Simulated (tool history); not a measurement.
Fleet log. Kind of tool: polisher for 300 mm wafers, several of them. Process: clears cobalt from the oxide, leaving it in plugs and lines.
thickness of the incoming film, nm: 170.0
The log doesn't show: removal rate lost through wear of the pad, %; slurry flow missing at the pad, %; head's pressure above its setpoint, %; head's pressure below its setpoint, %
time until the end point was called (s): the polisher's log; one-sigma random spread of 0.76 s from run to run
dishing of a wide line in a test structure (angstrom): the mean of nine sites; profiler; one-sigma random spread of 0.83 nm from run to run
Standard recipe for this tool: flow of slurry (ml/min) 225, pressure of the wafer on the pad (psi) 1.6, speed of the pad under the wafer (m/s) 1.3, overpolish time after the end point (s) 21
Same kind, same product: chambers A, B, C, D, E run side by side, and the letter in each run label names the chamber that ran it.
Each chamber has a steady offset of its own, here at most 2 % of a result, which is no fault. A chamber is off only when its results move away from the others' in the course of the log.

run     day  flow of slurry (ml/min)  pressure of the wafer on the pad (psi)  speed of the pad under the wafer (m/s)  overpolish time after the end point (s)  wafers polished on this pad  hours since the slurry nozzle was cleaned  hours since the head pressure was calibrated  time until the end point was called (s)  dishing of a wide line in a test structure (angstrom)
 1A   0.388                      225                                     1.6                                     1.3                                       21                          488                                      235.5                                          35.5                                   39.213                                                 430.23
 2D   0.683                      225                                     1.6                                     1.3                                       21                          807                                      390.5                                        1158.6                                   38.791                                                 425.78
      0.750  -- chamber C: slurry nozzle cleaned
 3C   1.008                      225                                     1.6                                     1.3                                       21                          512                                        6.3                                         936.4                                   38.180                                                 419.79
      1.225  -- chamber D: slurry nozzle cleaned
 4E   1.258                      225                                     1.6                                     1.3                                       21                          313                                       79.3                                         138.7                                   38.701                                                 426.25
      1.438  -- chamber D: worn pad replaced by a new one
      1.679  -- chamber C: worn pad replaced by a new one
 5B   1.679                      225                                     1.6                                     1.3                                       21                          521                                      198.0                                         594.8                                   39.553                                                 414.33
 6A   2.162                      160                                     1.6                                     1.3                                       21                          815                                      278.1                                          78.1                                   41.004                                                 420.38
      2.346  -- chamber E: worn pad replaced by a new one
 7B   2.658                      160                                     1.6                                     1.3                                       21                          701                                      221.5                                         618.3                                   43.490                                                 430.63
 8C   3.025                      160                                     1.6                                     1.3                                       21                          248                                       54.7                                         984.8                                   40.347                                                 414.34
      3.167  -- chamber B: slurry nozzle cleaned
      3.354  -- chamber D: head pressure recalibrated
 9E   3.375                      160                                     1.6                                     1.3                                       21                          189                                      130.1                                         189.5                                   40.184                                                 403.92
10D   3.767                      160                                     1.6                                     1.3                                       21                          429                                       61.1                                          10.0                                   41.441                                                 416.54
11E   4.046                      225                                     1.6                                     1.3                                       21                          313                                      146.2                                         205.6                                   39.735                                                 431.13
      4.100  -- chamber C: head pressure recalibrated
12A   4.467                      225                                     1.6                                     1.3                                       21                         1240                                      333.4                                         133.4                                   39.277                                                 415.30
13D   4.942                      225                                     1.6                                     1.3                                       21                          646                                       89.3                                          38.2                                   38.943                                                 423.13
      5.162  -- chamber B: worn pad replaced by a new one
      5.192  -- chamber A: worn pad replaced by a new one
14C   5.208                      225                                     1.6                                     1.3                                       21                          650                                      107.1                                          26.6                                   39.972                                                 415.39
      5.225  -- chamber C: worn pad replaced by a new one
      5.467  -- chamber E: worn pad replaced by a new one
15B   5.588                      225                                     2.0                                     1.3                                       21                           78                                       58.2                                         688.6                                   31.881                                                 449.98
16A   5.917                      225                                     2.0                                     1.3                                       21                          134                                      368.2                                         168.2                                   29.984                                                 452.35
17D   6.250                      225                                     2.0                                     1.3                                       21                          887                                      120.7                                          69.6                                   30.531                                                 448.83
      6.467  -- chamber D: worn pad replaced by a new one
18B   6.629                      225                                     2.0                                     1.3                                       21                          270                                       83.2                                         713.6                                   31.429                                                 457.32
19C   7.038                      225                                     2.0                                     1.3                                       21                          334                                      151.0                                          70.5                                   31.228                                                 448.64
20E   7.512                      225                                     1.6                                     1.3                                       21                          377                                      229.4                                         288.8                                   38.653                                                 422.88
21B   7.883                      225                                     1.6                                     1.3                                       21                          501                                      113.3                                         743.7                                   39.533                                                 422.76
22E   8.108                      225                                     1.6                                     1.3                                       21                          486                                      243.7                                         303.1                                   40.219                                                 413.55
      8.292  -- chamber A: slurry nozzle cleaned
      8.388  -- chamber E: worn pad replaced by a new one
      8.392  -- chamber C: worn pad replaced by a new one
23C   8.546                      200                                     1.6                                     1.3                                       21                           29                                      187.2                                         106.7                                   39.716                                                 433.21
24D   8.821                      200                                     1.6                                     1.3                                       21                          434                                      182.4                                         131.3                                   38.970                                                 425.68
25A   9.296                      200                                     1.6                                     1.3                                       21                          756                                       24.1                                         249.3                                   40.405                                                 441.58
26C   9.675                      200                                     1.6                                     1.3                                       21                          237                                      214.3                                         133.8                                   39.728                                                 412.43
27E   9.967                      200                                     1.6                                     1.3                                       21                          291                                      288.3                                         347.7                                   40.226                                                 410.26
     10.288  -- chamber B: worn pad replaced by a new one
28B  10.325                      225                                     1.6                                     1.3                                       21                            7                                      171.9                                         802.3                                   39.561                                                 420.48
29A  10.725                      225                                     1.6                                     1.3                                       21                         1019                                       58.4                                         283.6                                   38.287                                                 424.17
     10.875  -- chamber B: head pressure recalibrated
30D  11.204                      225                                     1.6                                     1.3                                       21                          873                                      239.6                                         188.5                                   38.801                                                 423.15
31D  11.579                      225                                     1.6                                     1.3                                       21                          942                                      248.6                                         197.5                                   37.750                                                 425.83
32B  11.900                      225                                     1.6                                     1.3                                       21                          297                                      209.7                                          24.6                                   41.010                                                 430.29
     12.083  -- chamber E: worn pad replaced by a new one
     12.217  -- chamber C: worn pad replaced by a new one
33A  12.321                      225                                     1.6                                     1.3                                       21                         1313                                       96.7                                         321.9                                   37.507                                                 420.06
34E  12.558                      225                                     1.6                                     1.3                                       21                           88                                      350.5                                         409.9                                   38.481                                                 427.44
35C  12.950                      225                                     1.6                                     1.3                                       21                          135                                      292.9                                         212.4                                   39.608                                                 416.17
36E  13.267                      225                                     2.1                                     1.3                                       21                          218                                      367.5                                         426.9                                   29.913                                                 451.34
37C  13.538                      225                                     2.1                                     1.3                                       21                          243                                      307.0                                         226.5                                   28.770                                                 482.13
     13.846  -- chamber B: slurry nozzle cleaned
38B  13.971                      225                                     2.1                                     1.3                                       21                          678                                        3.0                                          74.3                                   30.226                                                 463.32

Is one chamber out of step, is the gauge drifting, or do the chambers differ by no more than their own small offsets? For an off chamber, give its letter and the likeliest cause.

Neither any chamber nor the gauge drifts; the chambers differ only by their own small, steady offsets.
